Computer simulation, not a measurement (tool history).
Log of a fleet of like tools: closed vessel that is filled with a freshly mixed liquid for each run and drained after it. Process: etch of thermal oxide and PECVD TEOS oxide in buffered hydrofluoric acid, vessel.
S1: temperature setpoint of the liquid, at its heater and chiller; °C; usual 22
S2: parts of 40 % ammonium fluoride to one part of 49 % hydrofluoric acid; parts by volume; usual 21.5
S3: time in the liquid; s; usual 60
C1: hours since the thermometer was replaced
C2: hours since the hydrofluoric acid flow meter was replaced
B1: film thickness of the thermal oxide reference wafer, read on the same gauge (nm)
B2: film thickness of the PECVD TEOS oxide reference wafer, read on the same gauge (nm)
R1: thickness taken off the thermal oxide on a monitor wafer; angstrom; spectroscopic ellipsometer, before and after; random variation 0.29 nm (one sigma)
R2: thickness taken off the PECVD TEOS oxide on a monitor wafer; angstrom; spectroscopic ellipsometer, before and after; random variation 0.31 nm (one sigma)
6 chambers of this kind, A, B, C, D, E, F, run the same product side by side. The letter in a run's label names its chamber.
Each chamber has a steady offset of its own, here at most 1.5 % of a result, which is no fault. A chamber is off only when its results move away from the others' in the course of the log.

{"hour": 2.0, "done": "chamber D: thermometer replaced"}
{"run": "1B", "hour": 8.7, "S1": 22, "S2": 21.5, "S3": 60, "C1": 431.4, "C2": 108.4, "B1": 29.967, "B2": 99.992, "R1": 312.34, "R2": 611.42}
{"run": "2C", "hour": 16.9, "S1": 22, "S2": 21.5, "S3": 60, "C1": 95.6, "C2": 173.9, "B1": 29.989, "B2": 100.03, "R1": 318.7, "R2": 612.34}
{"run": "3D", "hour": 26.0, "S1": 22, "S2": 21.5, "S3": 60, "C1": 24.1, "C2": 1230.2, "B1": 29.992, "B2": 99.981, "R1": 310.8, "R2": 621.39}
{"run": "4A", "hour": 34.9, "S1": 22, "S2": 21.5, "S3": 60, "C1": 201.5, "C2": 91.7, "B1": 29.988, "B2": 100.04, "R1": 313.2, "R2": 618.11}
{"run": "5F", "hour": 45.1, "S1": 22, "S2": 21.5, "S3": 60, "C1": 528.2, "C2": 1852.9, "B1": 30.038, "B2": 100.02, "R1": 308.82, "R2": 617.95}
{"run": "6E", "hour": 55.4, "S1": 22, "S2": 21.5, "S3": 60, "C1": 687.7, "C2": 400.9, "B1": 29.997, "B2": 100.02, "R1": 317.3, "R2": 614.48}
{"run": "7F", "hour": 61.4, "S1": 22, "S2": 21.5, "S3": 60, "C1": 544.5, "C2": 1869.2, "B1": 30.009, "B2": 100.05, "R1": 313.84, "R2": 621.69}
{"hour": 64.0, "done": "chamber F: hydrofluoric acid flow meter replaced"}
{"run": "8A", "hour": 68.8, "S1": 22, "S2": 28.5, "S3": 45, "C1": 235.4, "C2": 125.6, "B1": 29.968, "B2": 99.983, "R1": 193.49, "R2": 382.16}
{"run": "9C", "hour": 73.7, "S1": 22, "S2": 28.5, "S3": 45, "C1": 152.4, "C2": 230.7, "B1": 29.987, "B2": 100.04, "R1": 193.07, "R2": 383.57}
{"run": "10E", "hour": 82.8, "S1": 22, "S2": 28.5, "S3": 45, "C1": 715.1, "C2": 428.3, "B1": 30.014, "B2": 99.978, "R1": 193.51, "R2": 382.44}
{"run": "11D", "hour": 89.2, "S1": 22, "S2": 28.5, "S3": 45, "C1": 87.3, "C2": 1293.4, "B1": 29.962, "B2": 99.974, "R1": 187.38, "R2": 382.91}
{"run": "12B", "hour": 95.0, "S1": 22, "S2": 28.5, "S3": 45, "C1": 517.7, "C2": 194.7, "B1": 30.004, "B2": 99.968, "R1": 193.84, "R2": 381.32}
{"run": "13A", "hour": 106.4, "S1": 22, "S2": 28.5, "S3": 45, "C1": 273, "C2": 163.2, "B1": 30.022, "B2": 99.984, "R1": 193.44, "R2": 379.26}
{"run": "14D", "hour": 112.5, "S1": 22, "S2": 27, "S3": 35, "C1": 110.6, "C2": 1316.7, "B1": 29.962, "B2": 99.958, "R1": 152.97, "R2": 308.93}
{"run": "15E", "hour": 120.5, "S1": 22, "S2": 27, "S3": 35, "C1": 752.8, "C2": 466, "B1": 30.027, "B2": 100, "R1": 154.24, "R2": 310.68}
{"run": "16B", "hour": 130.9, "S1": 22, "S2": 27, "S3": 35, "C1": 553.6, "C2": 230.6, "B1": 29.968, "B2": 100.03, "R1": 157.16, "R2": 306.38}
{"run": "17F", "hour": 137.3, "S1": 22, "S2": 27, "S3": 35, "C1": 620.4, "C2": 73.4, "B1": 29.991, "B2": 100.04, "R1": 159.1, "R2": 311.28}
{"run": "18C", "hour": 142.7, "S1": 22, "S2": 27, "S3": 35, "C1": 221.4, "C2": 299.7, "B1": 30.015, "B2": 99.982, "R1": 157.61, "R2": 308.48}
{"run": "19B", "hour": 153.4, "S1": 22, "S2": 27, "S3": 35, "C1": 576.1, "C2": 253.1, "B1": 29.963, "B2": 99.956, "R1": 155, "R2": 307.43}
{"run": "20A", "hour": 162.2, "S1": 22, "S2": 21.5, "S3": 60, "C1": 328.8, "C2": 219, "B1": 30.005, "B2": 99.98, "R1": 311.76, "R2": 615.04}
{"run": "21E", "hour": 170.7, "S1": 24.5, "S2": 21.5, "S3": 30, "C1": 803, "C2": 516.2, "B1": 29.986, "B2": 99.979, "R1": 179.1, "R2": 356.54}
{"run": "22D", "hour": 177.2, "S1": 24.5, "S2": 21.5, "S3": 30, "C1": 175.3, "C2": 1381.4, "B1": 30.001, "B2": 100, "R1": 177.49, "R2": 355.08}
{"run": "23F", "hour": 185.1, "S1": 24.5, "S2": 21.5, "S3": 30, "C1": 668.2, "C2": 121.2, "B1": 29.97, "B2": 100.02, "R1": 178.98, "R2": 355.89}
{"run": "24C", "hour": 195.2, "S1": 24.5, "S2": 21.5, "S3": 30, "C1": 273.9, "C2": 352.2, "B1": 29.975, "B2": 99.967, "R1": 181.02, "R2": 354.02}
{"run": "25E", "hour": 205.8, "S1": 24.5, "S2": 21.5, "S3": 30, "C1": 838.1, "C2": 551.3, "B1": 30.01, "B2": 99.991, "R1": 178.86, "R2": 353.68}
{"run": "26C", "hour": 212.9, "S1": 24.5, "S2": 21.5, "S3": 30, "C1": 291.6, "C2": 369.9, "B1": 29.98, "B2": 100.03, "R1": 178.36, "R2": 355.15}
{"run": "27F", "hour": 222.4, "S1": 22, "S2": 21.5, "S3": 60, "C1": 705.5, "C2": 158.5, "B1": 29.995, "B2": 99.981, "R1": 312.81, "R2": 616.5}
{"hour": 227.2, "done": "chamber F: thermometer replaced"}
{"run": "28B", "hour": 233.3, "S1": 26.5, "S2": 27.5, "S3": 60, "C1": 656, "C2": 333, "B1": 29.965, "B2": 100.01, "R1": 335.36, "R2": 666.24}
{"run": "29A", "hour": 238.6, "S1": 26.5, "S2": 27.5, "S3": 60, "C1": 405.2, "C2": 295.4, "B1": 29.984, "B2": 100.03, "R1": 333.24, "R2": 670.82}
{"run": "30D", "hour": 245.8, "S1": 26.5, "S2": 27.5, "S3": 60, "C1": 243.9, "C2": 1450, "B1": 30.009, "B2": 100.04, "R1": 332.6, "R2": 664.34}
{"hour": 248.7, "done": "chamber E: hydrofluoric acid flow meter replaced"}
{"run": "31E", "hour": 254.2, "S1": 26.5, "S2": 27.5, "S3": 60, "C1": 886.5, "C2": 5.5, "B1": 29.995, "B2": 100.02, "R1": 340.34, "R2": 674.16}
{"run": "32C", "hour": 260.5, "S1": 26.5, "S2": 27.5, "S3": 60, "C1": 339.2, "C2": 417.5, "B1": 29.937, "B2": 99.96, "R1": 338.66, "R2": 665.61}
{"run": "33D", "hour": 265.9, "S1": 26.5, "S2": 27.5, "S3": 60, "C1": 264, "C2": 1470.1, "B1": 30.008, "B2": 100.03, "R1": 327.33, "R2": 668.07}
{"run": "34F", "hour": 275.4, "S1": 22, "S2": 21.5, "S3": 60, "C1": 48.3, "C2": 211.5, "B1": 29.999, "B2": 99.983, "R1": 306.48, "R2": 618.82}
{"run": "35B", "hour": 286.0, "S1": 22, "S2": 21.5, "S3": 60, "C1": 708.7, "C2": 385.7, "B1": 29.969, "B2": 100.03, "R1": 312.99, "R2": 615.29}
{"hour": 287.0, "done": "chamber B: thermometer replaced"}
{"run": "36A", "hour": 296.6, "S1": 22, "S2": 21.5, "S3": 60, "C1": 463.2, "C2": 353.4, "B1": 29.976, "B2": 100.05, "R1": 312.99, "R2": 616.04}
{"run": "37A", "hour": 305.6, "S1": 22, "S2": 21.5, "S3": 60, "C1": 472.2, "C2": 362.4, "B1": 29.986, "B2": 100, "R1": 314.18, "R2": 624.1}
{"run": "38F", "hour": 315.6, "S1": 22, "S2": 21.5, "S3": 60, "C1": 88.5, "C2": 251.7, "B1": 29.983, "B2": 100.03, "R1": 310.01, "R2": 612.25}
{"run": "39C", "hour": 322.1, "S1": 22, "S2": 21.5, "S3": 60, "C1": 400.8, "C2": 479.1, "B1": 29.996, "B2": 99.966, "R1": 312.21, "R2": 615.59}
{"run": "40E", "hour": 327.2, "S1": 22, "S2": 21.5, "S3": 60, "C1": 959.5, "C2": 78.5, "B1": 30.013, "B2": 100.05, "R1": 316.35, "R2": 619.64}
{"run": "41D", "hour": 335.6, "S1": 22, "S2": 21.5, "S3": 60, "C1": 333.7, "C2": 1539.8, "B1": 29.984, "B2": 99.992, "R1": 307.31, "R2": 616.75}
{"run": "42B", "hour": 342.6, "S1": 22, "S2": 21.5, "S3": 60, "C1": 55.7, "C2": 442.3, "B1": 29.992, "B2": 100, "R1": 313.42, "R2": 619.6}
{"run": "43D", "hour": 349.7, "S1": 22, "S2": 21.5, "S3": 60, "C1": 347.8, "C2": 1553.9, "B1": 29.988, "B2": 99.995, "R1": 310.43, "R2": 614.26}

What goes on in this fleet: one chamber off, a drifting gauge, or nothing beyond the chambers' own small offsets? Name the chamber and the cause, if any.

No chamber stands off beyond its own small offset, and the gauge holds steady.
